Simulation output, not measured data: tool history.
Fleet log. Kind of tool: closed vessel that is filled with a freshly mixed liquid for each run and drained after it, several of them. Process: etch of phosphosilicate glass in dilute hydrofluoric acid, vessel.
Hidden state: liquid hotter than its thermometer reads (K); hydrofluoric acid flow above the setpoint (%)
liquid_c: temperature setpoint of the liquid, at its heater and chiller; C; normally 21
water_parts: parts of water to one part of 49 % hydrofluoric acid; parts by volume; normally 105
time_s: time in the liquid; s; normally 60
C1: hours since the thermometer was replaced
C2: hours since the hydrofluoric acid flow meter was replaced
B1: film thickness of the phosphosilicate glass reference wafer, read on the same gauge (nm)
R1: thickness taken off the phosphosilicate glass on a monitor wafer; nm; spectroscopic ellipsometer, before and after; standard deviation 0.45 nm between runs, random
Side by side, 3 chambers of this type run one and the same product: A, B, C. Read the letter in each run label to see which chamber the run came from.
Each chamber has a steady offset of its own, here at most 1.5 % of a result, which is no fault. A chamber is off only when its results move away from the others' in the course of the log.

run 1A hour=2.6 | liquid_c=21 water_parts=105 time_s=60 | C1=214.1 C2=868.5 | B1=39.985 | R1=48.773
run 2C hour=4.7 | liquid_c=21 water_parts=105 time_s=60 | C1=703.5 C2=1533.3 | B1=40.002 | R1=47.879
run 3B hour=8.2 | liquid_c=21 water_parts=105 time_s=60 | C1=1856.3 C2=510.4 | B1=40.026 | R1=49.164
run 4B hour=11.6 | liquid_c=21 water_parts=105 time_s=60 | C1=1859.7 C2=513.8 | B1=39.992 | R1=48.571
run 5A hour=14.2 | liquid_c=21 water_parts=105 time_s=60 | C1=225.7 C2=880.1 | B1=39.999 | R1=48.979
run 6C hour=17.1 | liquid_c=21 water_parts=105 time_s=60 | C1=715.9 C2=1545.7 | B1=40.009 | R1=48.206
run 7A hour=19.7 | liquid_c=21 water_parts=105 time_s=60 | C1=231.2 C2=885.6 | B1=39.98 | R1=49.147
run 8C hour=22.3 | liquid_c=21 water_parts=105 time_s=60 | C1=721.1 C2=1550.9 | B1=40.006 | R1=48.052
run 9B hour=25.1 | liquid_c=17 water_parts=75 time_s=60 | C1=1873.2 C2=527.3 | B1=40.031 | R1=60.793
run 10A hour=27.4 | liquid_c=17 water_parts=75 time_s=60 | C1=238.9 C2=893.3 | B1=39.989 | R1=60.281
run 11B hour=30.2 | liquid_c=17 water_parts=75 time_s=60 | C1=1878.3 C2=532.4 | B1=40.007 | R1=60.626
run 12C hour=33.7 | liquid_c=21 water_parts=145 time_s=60 | C1=732.5 C2=1562.3 | B1=40.022 | R1=33.098
run 13C hour=37.7 | liquid_c=21 water_parts=145 time_s=60 | C1=736.5 C2=1566.3 | B1=40.003 | R1=32.972
run 14B hour=41.1 | liquid_c=21 water_parts=145 time_s=60 | C1=1889.2 C2=543.3 | B1=39.959 | R1=34.079
run 15A hour=43.6 | liquid_c=24.5 water_parts=105 time_s=45 | C1=255.1 C2=909.5 | B1=40.006 | R1=42.371
run 16C hour=46.4 | liquid_c=24.5 water_parts=105 time_s=45 | C1=745.2 C2=1575 | B1=40.001 | R1=41.492
run 17B hour=50.8 | liquid_c=24.5 water_parts=105 time_s=45 | C1=1898.9 C2=553 | B1=39.991 | R1=42.783
run 18A hour=54.8 | liquid_c=21 water_parts=105 time_s=60 | C1=266.3 C2=920.7 | B1=39.978 | R1=49.069
run 19B hour=57.6 | liquid_c=19.5 water_parts=105 time_s=45 | C1=1905.7 C2=559.8 | B1=39.965 | R1=35.339
run 20C hour=62.1 | liquid_c=19.5 water_parts=105 time_s=45 | C1=760.9 C2=1590.7 | B1=39.999 | R1=34.158
run 21A hour=66.5 | liquid_c=19.5 water_parts=105 time_s=45 | C1=278 C2=932.4 | B1=40.029 | R1=34.154
run 22B hour=68.7 | liquid_c=24 water_parts=65 time_s=60 | C1=1916.8 C2=570.9 | B1=40.014 | R1=98.215
run 23A hour=72.1 | liquid_c=24 water_parts=65 time_s=60 | C1=283.6 C2=938 | B1=39.988 | R1=95.079
run 24C hour=74.4 | liquid_c=24 water_parts=65 time_s=60 | C1=773.2 C2=1603 | B1=40.026 | R1=92.847
run 25C hour=78.6 | liquid_c=21 water_parts=105 time_s=60 | C1=777.4 C2=1607.2 | B1=40.015 | R1=48.718
run 26A hour=81.3 | liquid_c=21 water_parts=105 time_s=60 | C1=292.8 C2=947.2 | B1=39.996 | R1=49.382
run 27B hour=85 | liquid_c=21 water_parts=105 time_s=60 | C1=1933.1 C2=587.2 | B1=39.993 | R1=51.034
run 28A hour=88.8 | liquid_c=21 water_parts=85 time_s=60 | C1=300.3 C2=954.7 | B1=40.031 | R1=62.168

One chamber off, gauge drift, or nothing amiss beyond the chambers' own small offsets? If it is a chamber, which one, and what is the likeliest cause?

One chamber, B, drifts off from the rest bit by bit.
Cause: hydrofluoric acid flow above the setpoint (%) = 5.48.
Not necessarily distinguishable in this log from: liquid hotter than its thermometer reads (K).

Chamber B could run next with any of the 4 candidate recipes listed below; each alters the usual settings, and their results appear as question marks. Which one brings its results back in line with what the other chambers deliver on the usual settings?
In-line tolerance around the mean of the other chambers on the usual settings: R1 1.6 nm
run 29B-1 hour=92.1 | liquid_c=24 water_parts=105 time_s=60 | R1=?
run 29B-2 hour=92.1 | liquid_c=20.5 water_parts=115 time_s=60 | R1=?
run 29B-3 hour=92.1 | liquid_c=19.5 water_parts=105 time_s=60 | R1=?
run 29B-4 hour=92.1 | liquid_c=21 water_parts=100 time_s=60 | R1=?

The mean the other chambers reach with the usual settings: R1 48.58 nm
run=29B-1 R1=58.238
run=29B-2 R1=45.818
run=29B-3 R1=48.704
run=29B-4 R1=54.615
29B-3 brings the chamber back in line.
